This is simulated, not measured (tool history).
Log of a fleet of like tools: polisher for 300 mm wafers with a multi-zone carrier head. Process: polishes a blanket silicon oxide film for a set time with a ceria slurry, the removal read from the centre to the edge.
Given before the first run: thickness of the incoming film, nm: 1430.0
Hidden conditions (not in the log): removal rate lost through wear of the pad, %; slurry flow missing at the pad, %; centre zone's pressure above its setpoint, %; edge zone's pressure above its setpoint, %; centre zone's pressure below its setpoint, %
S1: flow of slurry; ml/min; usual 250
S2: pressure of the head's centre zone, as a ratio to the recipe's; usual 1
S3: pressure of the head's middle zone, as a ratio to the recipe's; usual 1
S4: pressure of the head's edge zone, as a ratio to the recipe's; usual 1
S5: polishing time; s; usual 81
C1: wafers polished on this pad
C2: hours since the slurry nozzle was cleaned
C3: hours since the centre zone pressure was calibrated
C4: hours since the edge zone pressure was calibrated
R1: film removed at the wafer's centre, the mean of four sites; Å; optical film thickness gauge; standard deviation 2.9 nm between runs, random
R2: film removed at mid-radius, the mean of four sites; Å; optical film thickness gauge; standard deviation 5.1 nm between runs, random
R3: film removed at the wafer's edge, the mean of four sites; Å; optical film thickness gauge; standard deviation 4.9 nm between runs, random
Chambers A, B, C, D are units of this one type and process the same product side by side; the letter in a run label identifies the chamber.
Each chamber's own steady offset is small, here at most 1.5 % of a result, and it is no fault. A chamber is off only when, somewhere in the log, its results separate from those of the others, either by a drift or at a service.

run   hour   S1    S2    S3  S4  S5    C1     C2     C3     C4      R1      R2      R3
       0.8  -- chamber A: centre zone pressure recalibrated
       8.3  -- chamber A: worn pad replaced by a new one
 1A      9  250     1     1   1  81     7  334.1    8.3  474.1  4317.1  4321.4  4308.1
 2D   19.3  250     1     1   1  81   869  173.7  492.1  145.1  4228.1  4374.9  4358.1
 3C   24.4  250     1     1   1  81   543    562  327.4  298.7  4274.8  4333.7  4396.9
      25.2  -- chamber B: slurry nozzle cleaned
 4B   30.9  250     1     1   1  81   663    5.7  273.1  194.2  4347.7  4382.7    4357
 5A   39.8  250  0.91  0.94   1  81   301  364.9   39.1  504.9  3877.9  4036.7  4259.4
 6D   48.6  250  0.91  0.94   1  81  1148    203  521.4  174.4  3841.9  4121.2  4389.1
      49.9  -- chamber C: worn pad replaced by a new one
 7C   55.2  250  0.91  0.94   1  81    51  592.8  358.2  329.5  3845.9  4022.6  4296.2
      56.8  -- chamber A: edge zone pressure recalibrated
 8B   60.8  250  0.91  0.94   1  81   949   35.6    303  224.1  3926.4  4002.6    4166
 9C   70.4  250     1     1   1  81   196    608  373.4  344.7  4246.8  4309.3  4308.5
      74.1  -- chamber B: worn pad replaced by a new one
10A   79.6  250     1     1   1  81   680  404.7   78.9   22.8  4336.9  4344.9  4246.6
11B   87.9  250     1     1   1  81   131   62.7  330.1  251.2  4393.1  4285.2  4289.5
      92.1  -- chamber D: worn pad replaced by a new one
12D   98.2  250     1     1   1  81    58  252.6    571    224  4228.6  4278.9  4311.6
13A  105.8  250     1     1   1  81   931  430.9  105.1     49  4320.9  4280.4  4256.7
     107.1  -- chamber A: slurry nozzle cleaned
     110.4  -- chamber A: worn pad replaced by a new one
14B  113.5  250     1     1   1  81   376   88.3  355.7  276.8  4377.9  4291.2  4288.2
15C  119.7  250     1   1.1   1  81   667  657.3  422.7    394  4322.2  4641.6  4242.5
16D  124.8  250     1   1.1   1  81   312  279.2  597.6  250.6  4268.9    4641  4225.5
17D  130.7  250     1   1.1   1  81   368  285.1  603.5  256.5    4286  4763.3  4322.9
       134  -- chamber C: worn pad replaced by a new one
18C  141.8  250     1   1.1   1  81    75  679.4  444.8  416.1  4305.9  4673.3  4255.6
19A  147.8  250     1     1   1  81   357   40.7  147.1     91  4308.9  4359.1  4286.7
20B  154.3  250     1     1   1  81   765  129.1  396.5  317.6  4301.9  4221.9  4238.9
21C  165.4  250     1     1   1  81   300    703  468.4  439.7  4292.1  4283.4  4416.9
22A  174.5  250     1     1   1  66   612   67.4  173.8  117.7  3533.8  3532.3  3423.1
23B  180.1  250     1     1   1  66  1011  154.9  422.3  343.4  3504.1  3519.5  3454.4
     183.4  -- chamber B: worn pad replaced by a new one
24D  186.7  250     1     1   1  66   903  341.1  659.5  312.5  3411.5  3516.1  3500.1
25B  196.1  250     1     1   1  66   121  170.9  438.3  359.4  3511.5    3495  3474.3

One chamber off, gauge drift, or nothing amiss beyond the chambers' own small offsets? If it is a chamber, which one, and what is the likeliest cause?

No chamber is off and the gauge is stable; the differences are just each chamber's small, constant offset.
